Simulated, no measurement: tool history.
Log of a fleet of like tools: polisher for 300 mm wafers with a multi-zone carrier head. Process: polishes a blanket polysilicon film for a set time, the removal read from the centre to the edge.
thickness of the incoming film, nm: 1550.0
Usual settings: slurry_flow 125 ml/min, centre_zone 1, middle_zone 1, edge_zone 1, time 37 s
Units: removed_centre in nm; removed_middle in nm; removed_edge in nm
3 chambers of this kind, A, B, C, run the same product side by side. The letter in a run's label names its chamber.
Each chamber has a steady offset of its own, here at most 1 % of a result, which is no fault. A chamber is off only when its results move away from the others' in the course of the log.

| run | hour | slurry_flow | centre_zone | middle_zone | edge_zone | time | wafers polished on this pad | hours since the slurry nozzle was cleaned | hours since the centre zone pressure was calibrated | hours since the edge zone pressure was calibrated | removed_centre | removed_middle | removed_edge |
|---|---|---|---|---|---|---|---|---|---|---|---|---|---|
| 1A | 6.9 | 125 | 1 | 1 | 1 | 37 | 698 | 176.9 | 154.2 | 594.2 | 313.04 | 314.81 | 316.12 |
| 2C | 12.4 | 125 | 1 | 1 | 1 | 37 | 343 | 72.2 | 52.3 | 409.7 | 310.27 | 306.45 | 314.52 |
| 3B | 18 | 125 | 1 | 1 | 1 | 37 | 435 | 236.9 | 822.8 | 269.5 | 311.12 | 310.9 | 314.28 |
| 4A | 24.8 | 125 | 1 | 1 | 1 | 37 | 818 | 194.8 | 172.1 | 612.1 | 310.16 | 312.55 | 310.67 |
|  | 26.4 | chamber A: worn pad replaced by a new one |
|  | 29.5 | chamber B: worn pad replaced by a new one |
| 5B | 30.8 | 125 | 1 | 1 | 1 | 37 | 9 | 249.7 | 835.6 | 282.3 | 311.98 | 317.7 | 310.95 |
| 6C | 34.4 | 125 | 1 | 1 | 1 | 37 | 490 | 94.2 | 74.3 | 431.7 | 312.7 | 310.19 | 311.41 |
| 7C | 38.5 | 125 | 1 | 1 | 1 | 37 | 518 | 98.3 | 78.4 | 435.8 | 311.78 | 311.33 | 310.26 |
| 8A | 44.8 | 125 | 1 | 1 | 1 | 37 | 123 | 214.8 | 192.1 | 632.1 | 304.38 | 298.88 | 306.72 |
| 9B | 51.9 | 125 | 1 | 1 | 1 | 37 | 150 | 270.8 | 856.7 | 303.4 | 314.34 | 313.32 | 313.1 |
| 10B | 55.1 | 125 | 1 | 1 | 1.09 | 37 | 171 | 274 | 859.9 | 306.6 | 311.25 | 304.3 | 331.95 |
|  | 55.9 | chamber B: centre zone pressure recalibrated |
| 11A | 61.6 | 125 | 1 | 1 | 1.09 | 37 | 235 | 231.6 | 208.9 | 648.9 | 307.47 | 303.75 | 317.84 |
| 12C | 68.5 | 125 | 1 | 1 | 1.09 | 37 | 718 | 128.3 | 108.4 | 465.8 | 317.63 | 314.28 | 326.48 |
| 13B | 73.9 | 125 | 1.05 | 1 | 1 | 37 | 297 | 292.8 | 18 | 325.4 | 331.98 | 307.97 | 315.43 |
| 14C | 77.2 | 125 | 1.05 | 1 | 1 | 37 | 776 | 137 | 117.1 | 474.5 | 331.69 | 308.38 | 309.58 |
| 15A | 84 | 125 | 1.05 | 1 | 1 | 37 | 385 | 254 | 231.3 | 671.3 | 311.68 | 300.82 | 303.84 |
| 16C | 90.5 | 125 | 1 | 1 | 1 | 37 | 865 | 150.3 | 130.4 | 487.8 | 312.55 | 306.99 | 314.12 |
| 17B | 94.7 | 125 | 1 | 1 | 1 | 37 | 436 | 313.6 | 38.8 | 346.2 | 309.3 | 308.98 | 314.23 |
| 18A | 99.1 | 125 | 1 | 1 | 1 | 37 | 486 | 269.1 | 246.4 | 686.4 | 292.54 | 289.33 | 297.52 |
|  | 100.2 | chamber C: worn pad replaced by a new one |
| 19C | 104.9 | 125 | 1 | 1 | 1 | 37 | 31 | 164.7 | 144.8 | 502.2 | 313.18 | 309.77 | 311.41 |
| 20A | 111 | 125 | 1 | 1 | 1 | 37 | 565 | 281 | 258.3 | 698.3 | 289.74 | 293.78 | 302.1 |
|  | 113 | chamber B: worn pad replaced by a new one |
| 21B | 117.3 | 125 | 1 | 1 | 1 | 37 | 29 | 336.2 | 61.4 | 368.8 | 312.42 | 309.91 | 313.37 |
| 22C | 122.1 | 125 | 1 | 1 | 1 | 37 | 146 | 181.9 | 162 | 519.4 | 311.58 | 310.89 | 310.72 |
| 23A | 128.4 | 125 | 1 | 1 | 1 | 37 | 681 | 298.4 | 275.7 | 715.7 | 287.52 | 284.05 | 293.62 |
|  | 131.7 | chamber B: slurry nozzle cleaned |
| 24B | 134.1 | 80 | 1 | 1 | 0.9 | 37 | 141 | 2.5 | 78.2 | 385.6 | 265.09 | 276.14 | 271.54 |
| 25C | 139.1 | 80 | 1 | 1 | 0.9 | 37 | 260 | 198.9 | 179 | 536.4 | 266.19 | 273.07 | 271.96 |
| 26A | 143.8 | 80 | 1 | 1 | 0.9 | 37 | 784 | 313.8 | 291.1 | 731.1 | 228.61 | 236.19 | 244.02 |
| 27B | 150.4 | 125 | 1 | 1 | 0.91 | 37 | 250 | 18.8 | 94.5 | 401.9 | 309.27 | 310.24 | 297.28 |
| 28B | 154.9 | 125 | 1 | 1 | 0.91 | 37 | 280 | 23.3 | 99 | 406.4 | 315.75 | 317.5 | 300.8 |
| 29C | 159 | 125 | 1 | 1 | 0.91 | 37 | 393 | 218.8 | 198.9 | 556.3 | 311.12 | 312.36 | 297.76 |

Next, every chamber runs the same settings. What will each give?
| 30A | 164.3 | 125 | 1 | 1 | 1.09 | 37 |  |  |  |  | ? | ? | ? |
| 30B | 164.3 | 125 | 1 | 1 | 1.09 | 37 |  |  |  |  | ? | ? | ? |
| 30C | 164.3 | 125 | 1 | 1 | 1.09 | 37 |  |  |  |  | ? | ? | ? |

| run | removed_centre | removed_middle | removed_edge |
|---|---|---|---|
| 30A | 272.92 | 277.98 | 300.46 |
| 30B | 315.76 | 310.41 | 325.84 |
| 30C | 311.22 | 306.19 | 327.65 |
